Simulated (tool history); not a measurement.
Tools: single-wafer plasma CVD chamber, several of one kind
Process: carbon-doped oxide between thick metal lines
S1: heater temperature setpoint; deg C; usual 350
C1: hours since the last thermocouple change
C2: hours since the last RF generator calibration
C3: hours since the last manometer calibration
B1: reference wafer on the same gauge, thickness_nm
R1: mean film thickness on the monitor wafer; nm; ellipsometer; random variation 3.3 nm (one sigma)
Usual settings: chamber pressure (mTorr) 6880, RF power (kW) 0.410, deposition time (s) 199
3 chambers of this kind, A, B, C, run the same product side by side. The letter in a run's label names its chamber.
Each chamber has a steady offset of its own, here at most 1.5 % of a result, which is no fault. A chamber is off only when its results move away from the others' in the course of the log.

run 1B hour=5.2 | S1=350 chamber_pressure_(mTorr)=6880 RF_power_(kW)=0.410 deposition_time_(s)=199 | C1=412.7 C2=738.4 C3=129.4 | B1=808.00 | R1=895.65
run 2A hour=8.1 | S1=350 chamber_pressure_(mTorr)=6880 RF_power_(kW)=0.410 deposition_time_(s)=199 | C1=1568.8 C2=1396.3 C3=132.7 | B1=807.22 | R1=897.37
run 3C hour=13.4 | S1=350 chamber_pressure_(mTorr)=6880 RF_power_(kW)=0.410 deposition_time_(s)=199 | C1=1033.0 C2=550.2 C3=2138.6 | B1=807.86 | R1=920.63
run 4A hour=19.6 | S1=350 chamber_pressure_(mTorr)=6880 RF_power_(kW)=0.410 deposition_time_(s)=199 | C1=1580.3 C2=1407.8 C3=144.2 | B1=808.57 | R1=907.27
run 5C hour=24.0 | S1=350 chamber_pressure_(mTorr)=6880 RF_power_(kW)=0.410 deposition_time_(s)=199 | C1=1043.6 C2=560.8 C3=2149.2 | B1=807.42 | R1=923.83
run 6B hour=29.3 | S1=350 chamber_pressure_(mTorr)=6880 RF_power_(kW)=0.410 deposition_time_(s)=199 | C1=436.8 C2=762.5 C3=153.5 | B1=808.02 | R1=903.16
run 7B hour=33.4 | S1=350 chamber_pressure_(mTorr)=6880 RF_power_(kW)=0.410 deposition_time_(s)=199 | C1=440.9 C2=766.6 C3=157.6 | B1=808.19 | R1=898.50
run 8A hour=39.3 | S1=350 chamber_pressure_(mTorr)=6880 RF_power_(kW)=0.410 deposition_time_(s)=199 | C1=1600.0 C2=1427.5 C3=163.9 | B1=807.82 | R1=894.87
run 9C hour=43.1 | S1=350 chamber_pressure_(mTorr)=6880 RF_power_(kW)=0.410 deposition_time_(s)=199 | C1=1062.7 C2=579.9 C3=2168.3 | B1=808.72 | R1=916.10
run 10C hour=49.1 | S1=350 chamber_pressure_(mTorr)=5480 RF_power_(kW)=0.410 deposition_time_(s)=199 | C1=1068.7 C2=585.9 C3=2174.3 | B1=808.67 | R1=893.36
run 11B hour=55.0 | S1=350 chamber_pressure_(mTorr)=5480 RF_power_(kW)=0.410 deposition_time_(s)=199 | C1=462.5 C2=788.2 C3=179.2 | B1=808.90 | R1=886.51
run 12A hour=61.2 | S1=350 chamber_pressure_(mTorr)=5480 RF_power_(kW)=0.410 deposition_time_(s)=199 | C1=1621.9 C2=1449.4 C3=185.8 | B1=808.23 | R1=870.99
run 13A hour=64.0 | S1=350 chamber_pressure_(mTorr)=6880 RF_power_(kW)=0.410 deposition_time_(s)=199 | C1=1624.7 C2=1452.2 C3=188.6 | B1=808.02 | R1=889.98
run 14B hour=68.8 | S1=350 chamber_pressure_(mTorr)=6880 RF_power_(kW)=0.410 deposition_time_(s)=199 | C1=476.3 C2=802.0 C3=193.0 | B1=808.14 | R1=903.75
run 15C hour=75.3 | S1=350 chamber_pressure_(mTorr)=6880 RF_power_(kW)=0.410 deposition_time_(s)=199 | C1=1094.9 C2=612.1 C3=2200.5 | B1=808.64 | R1=924.09
run 16B hour=78.4 | S1=350 chamber_pressure_(mTorr)=6880 RF_power_(kW)=0.410 deposition_time_(s)=199 | C1=485.9 C2=811.6 C3=202.6 | B1=807.40 | R1=895.00
run 17A hour=84.5 | S1=350 chamber_pressure_(mTorr)=6880 RF_power_(kW)=0.410 deposition_time_(s)=199 | C1=1645.2 C2=1472.7 C3=209.1 | B1=807.94 | R1=887.57
run 18C hour=88.3 | S1=350 chamber_pressure_(mTorr)=6880 RF_power_(kW)=0.410 deposition_time_(s)=199 | C1=1107.9 C2=625.1 C3=2213.5 | B1=808.03 | R1=917.99
run 19C hour=93.3 | S1=350 chamber_pressure_(mTorr)=6880 RF_power_(kW)=0.410 deposition_time_(s)=199 | C1=1112.9 C2=630.1 C3=2218.5 | B1=808.31 | R1=918.86
run 20B hour=97.9 | S1=350 chamber_pressure_(mTorr)=6880 RF_power_(kW)=0.410 deposition_time_(s)=199 | C1=505.4 C2=831.1 C3=222.1 | B1=808.07 | R1=895.55
run 21A hour=101.5 | S1=350 chamber_pressure_(mTorr)=6880 RF_power_(kW)=0.410 deposition_time_(s)=199 | C1=1662.2 C2=1489.7 C3=226.1 | B1=807.92 | R1=880.40
run 22A hour=104.7 | S1=350 chamber_pressure_(mTorr)=6880 RF_power_(kW)=0.410 deposition_time_(s)=199 | C1=1665.4 C2=1492.9 C3=229.3 | B1=808.31 | R1=876.51
run 23C hour=110.1 | S1=350 chamber_pressure_(mTorr)=6880 RF_power_(kW)=0.410 deposition_time_(s)=199 | C1=1129.7 C2=646.9 C3=2235.3 | B1=807.31 | R1=924.35

What goes on in this fleet: one chamber off, a drifting gauge, or nothing beyond the chambers' own small offsets? Name the chamber and the cause, if any.

Chamber A drifts away from the others.
Cause: delivered RF power below the setpoint (%) = 4.34.

Here are 4 candidates for chamber A's next run, each the usual settings with a change, their results left as question marks. Which one brings its results back in line with what the others give on the usual settings?
In line means no further than this from the other chambers' mean on the usual settings: R1 12.00 nm
run 24A-1 hour=114.7 | S1=350 chamber_pressure_(mTorr)=6900 RF_power_(kW)=0.415 deposition_time_(s)=204 | R1=?
run 24A-2 hour=114.7 | S1=350 chamber_pressure_(mTorr)=6880 RF_power_(kW)=0.390 deposition_time_(s)=199 | R1=?
run 24A-3 hour=114.7 | S1=350 chamber_pressure_(mTorr)=6900 RF_power_(kW)=0.415 deposition_time_(s)=199 | R1=?
run 24A-4 hour=114.7 | S1=350 chamber_pressure_(mTorr)=6870 RF_power_(kW)=0.410 deposition_time_(s)=196 | R1=?

The other chambers' mean on the usual settings: R1 909.30 nm
run=24A-1 R1=904.91
run=24A-2 R1=842.31
run=24A-3 R1=882.79
run=24A-4 R1=861.51
24A-1 brings the chamber back in line.
